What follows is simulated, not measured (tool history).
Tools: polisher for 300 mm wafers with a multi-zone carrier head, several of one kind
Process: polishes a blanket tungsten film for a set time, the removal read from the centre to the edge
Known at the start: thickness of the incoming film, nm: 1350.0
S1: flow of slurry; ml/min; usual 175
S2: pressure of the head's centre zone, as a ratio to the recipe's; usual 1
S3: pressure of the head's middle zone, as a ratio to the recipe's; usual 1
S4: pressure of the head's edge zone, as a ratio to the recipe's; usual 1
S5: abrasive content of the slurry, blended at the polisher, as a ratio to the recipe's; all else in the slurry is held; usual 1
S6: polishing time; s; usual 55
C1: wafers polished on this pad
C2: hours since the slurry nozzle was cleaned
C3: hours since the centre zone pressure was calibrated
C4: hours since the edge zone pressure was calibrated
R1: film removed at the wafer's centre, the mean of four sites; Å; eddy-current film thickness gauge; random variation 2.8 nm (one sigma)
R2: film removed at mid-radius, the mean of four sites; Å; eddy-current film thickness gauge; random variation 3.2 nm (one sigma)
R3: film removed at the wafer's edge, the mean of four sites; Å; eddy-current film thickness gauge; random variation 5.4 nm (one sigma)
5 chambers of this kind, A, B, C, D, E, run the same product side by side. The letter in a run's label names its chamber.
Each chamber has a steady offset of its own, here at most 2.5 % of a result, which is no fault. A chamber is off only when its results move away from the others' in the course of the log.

Run 1B, hour 9.1: usual settings; C1 138; C2 633.9; C3 1044.5; C4 228.2. Result: R1 4565 Å, R2 4598 Å, R3 4641.5 Å.
At hour 11.8: chamber A: centre zone pressure recalibrated.
At hour 12.3: chamber A: worn pad replaced by a new one.
Run 2E, hour 18.2: usual settings; C1 692; C2 347; C3 133.3; C4 484. Result: R1 4560.8 Å, R2 4544.1 Å, R3 4604.5 Å.
Run 3C, hour 22.6: usual settings; C1 379; C2 85.8; C3 868.2; C4 386. Result: R1 4652 Å, R2 4538.4 Å, R3 4578.3 Å.
Run 4A, hour 31.5: usual settings; C1 204; C2 182.4; C3 19.8; C4 342.9. Result: R1 4561.4 Å, R2 4550.1 Å, R3 4517.2 Å.
At hour 38.2: chamber E: slurry nozzle cleaned.
Run 5D, hour 41.1: usual settings; C1 453; C2 213.1; C3 737.8; C4 501.5. Result: R1 4570.3 Å, R2 4564.6 Å, R3 4555.4 Å.
Run 6E, hour 48.1: usual settings; C1 1009; C2 10; C3 163.2; C4 513.9. Result: R1 4568.7 Å, R2 4538.1 Å, R3 4475.8 Å.
Run 7D, hour 53.9: usual settings; C1 589; C2 225.9; C3 750.6; C4 514.3. Result: R1 4532.8 Å, R2 4582.7 Å, R3 4547.1 Å.
Run 8B, hour 61.7: usual settings; C1 696; C2 686.5; C3 1097.1; C4 280.8. Result: R1 4592 Å, R2 4671.6 Å, R3 4572.2 Å.
At hour 65.1: chamber B: worn pad replaced by a new one.
Run 9C, hour 66.1: usual settings; C1 840; C2 129.3; C3 911.7; C4 429.5. Result: R1 4632.8 Å, R2 4507 Å, R3 4596 Å.
Run 10A, hour 70.5: usual settings; C1 617; C2 221.4; C3 58.8; C4 381.9. Result: R1 4540.2 Å, R2 4551.9 Å, R3 4590.2 Å.
At hour 76: chamber C: worn pad replaced by a new one.
Run 11B, hour 79.9: usual settings; C1 157; C2 704.7; C3 1115.3; C4 299. Result: R1 4621.5 Å, R2 4598 Å, R3 4593 Å.
Run 12E, hour 87.2: usual settings but S2 1.06; C1 1423; C2 49.1; C3 202.3; C4 553. Result: R1 4879 Å, R2 4536.9 Å, R3 4450.9 Å.
Run 13C, hour 94.3: usual settings but S2 1.06; C1 193; C2 157.5; C3 939.9; C4 457.7. Result: R1 4942.9 Å, R2 4583.5 Å, R3 4513.9 Å.
Run 14D, hour 103.1: usual settings but S2 1.06; C1 1110; C2 275.1; C3 799.8; C4 563.5. Result: R1 4855 Å, R2 4554 Å, R3 4448.2 Å.
At hour 107.9: chamber B: slurry nozzle cleaned.
Run 15A, hour 112.2: usual settings but S2 1.06; C1 1059; C2 263.1; C3 100.5; C4 423.6. Result: R1 4929.8 Å, R2 4547.7 Å, R3 4653.7 Å.
At hour 114.9: chamber A: slurry nozzle cleaned.
At hour 115.6: chamber C: centre zone pressure recalibrated.
At hour 115.8: chamber D: worn pad replaced by a new one.
At hour 120.7: chamber A: worn pad replaced by a new one.
Run 16C, hour 121.9: usual settings but S2 1.06; C1 486; C2 185.1; C3 6.4; C4 485.3. Result: R1 4898.8 Å, R2 4483.8 Å, R3 4559 Å.
At hour 124: chamber B: worn pad replaced by a new one.
Run 17B, hour 127.6: usual settings; C1 38; C2 19.8; C3 1163; C4 346.7. Result: R1 4492.2 Å, R2 4666.5 Å, R3 4587.2 Å.
Run 18E, hour 134.7: usual settings; C1 1926; C2 96.6; C3 249.8; C4 600.5. Result: R1 4583.7 Å, R2 4560.1 Å, R3 4467.4 Å.
Run 19D, hour 142.9: usual settings but S4 0.9, S5 1.15; C1 287; C2 314.9; C3 839.6; C4 603.3. Result: R1 4724.9 Å, R2 4752.5 Å, R3 4401.9 Å.
Run 20A, hour 147.8: usual settings but S4 0.9, S5 1.15; C1 287; C2 33; C3 136.1; C4 459.2. Result: R1 4728.5 Å, R2 4745.2 Å, R3 4456.4 Å.
Run 21D, hour 154.2: usual settings but S4 0.9, S5 1.15; C1 407; C2 326.2; C3 850.9; C4 614.6. Result: R1 4745.6 Å, R2 4732.4 Å, R3 4474 Å.
At hour 154.3: chamber D: slurry nozzle cleaned.
Run 22C, hour 163.7: usual settings but S4 0.9, S5 1.15; C1 929; C2 226.9; C3 48.2; C4 527.1. Result: R1 4756.5 Å, R2 4651.9 Å, R3 4487.2 Å.
At hour 165.2: chamber C: worn pad replaced by a new one.
Run 23A, hour 173.1: usual settings but S4 0.9, S5 1.15; C1 555; C2 58.3; C3 161.4; C4 484.5. Result: R1 4722.5 Å, R2 4756.4 Å, R3 4531.1 Å.
Run 24E, hour 177.8: usual settings but S3 0.9, S6 69 s; C1 2383; C2 139.7; C3 292.9; C4 643.6. Result: R1 5631.5 Å, R2 5133.6 Å, R3 5660.4 Å.
At hour 181.7: chamber B: worn pad replaced by a new one.
Run 25B, hour 184.8: usual settings but S3 0.9, S6 69 s; C1 33; C2 77; C3 1220.2; C4 403.9. Result: R1 5678.6 Å, R2 5264.4 Å, R3 5859.1 Å.
At hour 190.9: chamber B: centre zone pressure recalibrated.
Run 26B, hour 194.2: usual settings but S3 0.9, S6 69 s; C1 132; C2 86.4; C3 3.3; C4 413.3. Result: R1 5696.1 Å, R2 5305.8 Å, R3 5731.2 Å.
Run 27A, hour 200: usual settings but S3 0.9, S6 69 s; C1 840; C2 85.2; C3 188.3; C4 511.4. Result: R1 5683.1 Å, R2 5268.7 Å, R3 5709.2 Å.
At hour 206: chamber A: edge zone pressure recalibrated.
Run 28C, hour 206.2: usual settings but S3 0.9, S6 69 s; C1 434; C2 269.4; C3 90.7; C4 569.6. Result: R1 5750.1 Å, R2 5187.6 Å, R3 5842.6 Å.
Run 29D, hour 210.7: usual settings; C1 1006; C2 56.5; C3 907.4; C4 671.1. Result: R1 4534.2 Å, R2 4526 Å, R3 4533.5 Å.
At hour 214.1: chamber A: worn pad replaced by a new one.
Run 30E, hour 215.4: usual settings; C1 2781; C2 177.3; C3 330.5; C4 681.2. Result: R1 4444.6 Å, R2 4450.3 Å, R3 4530.1 Å.
Run 31A, hour 219.7: usual settings; C1 60; C2 104.9; C3 208; C4 13.7. Result: R1 4505 Å, R2 4546 Å, R3 4572.6 Å.
Run 32B, hour 226.6: usual settings; C1 475; C2 118.8; C3 35.7; C4 445.7. Result: R1 4584 Å, R2 4702.4 Å, R3 4557.4 Å.
Run 33D, hour 232.2: usual settings but S6 42 s; C1 1233; C2 78; C3 928.9; C4 692.6. Result: R1 3506 Å, R2 3428.8 Å, R3 3445.2 Å.
Run 34E, hour 239.8: usual settings but S6 42 s; C1 3040; C2 201.7; C3 354.9; C4 705.6. Result: R1 3424.1 Å, R2 3351.3 Å, R3 3358.4 Å.
Run 35C, hour 246.1: usual settings but S6 42 s; C1 857; C2 309.3; C3 130.6; C4 609.5. Result: R1 3512.2 Å, R2 3458 Å, R3 3508.6 Å.
At hour 253.1: chamber C: worn pad replaced by a new one.
Run 36A, hour 254.2: usual settings but S6 42 s; C1 425; C2 139.4; C3 242.5; C4 48.2. Result: R1 3470.5 Å, R2 3485.4 Å, R3 3433.5 Å.
Run 37C, hour 261.9: usual settings but S6 42 s; C1 93; C2 325.1; C3 146.4; C4 625.3. Result: R1 3516 Å, R2 3451.5 Å, R3 3509.8 Å.

Is one chamber off against the others, does the gauge drift, or is nothing wrong? If a chamber is off, say which, and what the likeliest cause is.

Chamber E drifts away from the others.
Cause: removal rate lost through wear of the pad, % = 3.32.
The log may not tell that from: slurry flow missing at the pad, %.

Here are 4 candidates for chamber E's next run, each the usual settings with a change, their results left as question marks. Which one brings its results back in line with what the others give on the usual settings?
In line means no further than this from the other chambers' mean on the usual settings: R1 98 Å; R2 110 Å; R3 190 Å
Run 38E-1, hour 268.8: usual settings but S4 0.99, S6 53 s. Result: R1 ?, R2 ?, R3 ?.
Run 38E-2, hour 268.8: usual settings but S4 1.01, S6 57 s. Result: R1 ?, R2 ?, R3 ?.
Run 38E-3, hour 268.8: usual settings but S2 0.99, S3 0.99, S4 1.01, S6 60 s. Result: R1 ?, R2 ?, R3 ?.
Run 38E-4, hour 268.8: usual settings but S2 1.01, S4 0.99, S6 51 s. Result: R1 ?, R2 ?, R3 ?.

The other chambers' mean on the usual settings: R1 4575.6 Å; R2 4574 Å; R3 4562 Å
  run      R1      R2      R3
38E-1  4268.5  4256.9  4196.5
38E-2  4590.7    4578    4561
38E-3  4778.9  4774.6  4801.7
38E-4  4152.5    4096  4038.2
38E-2 brings the chamber back in line.
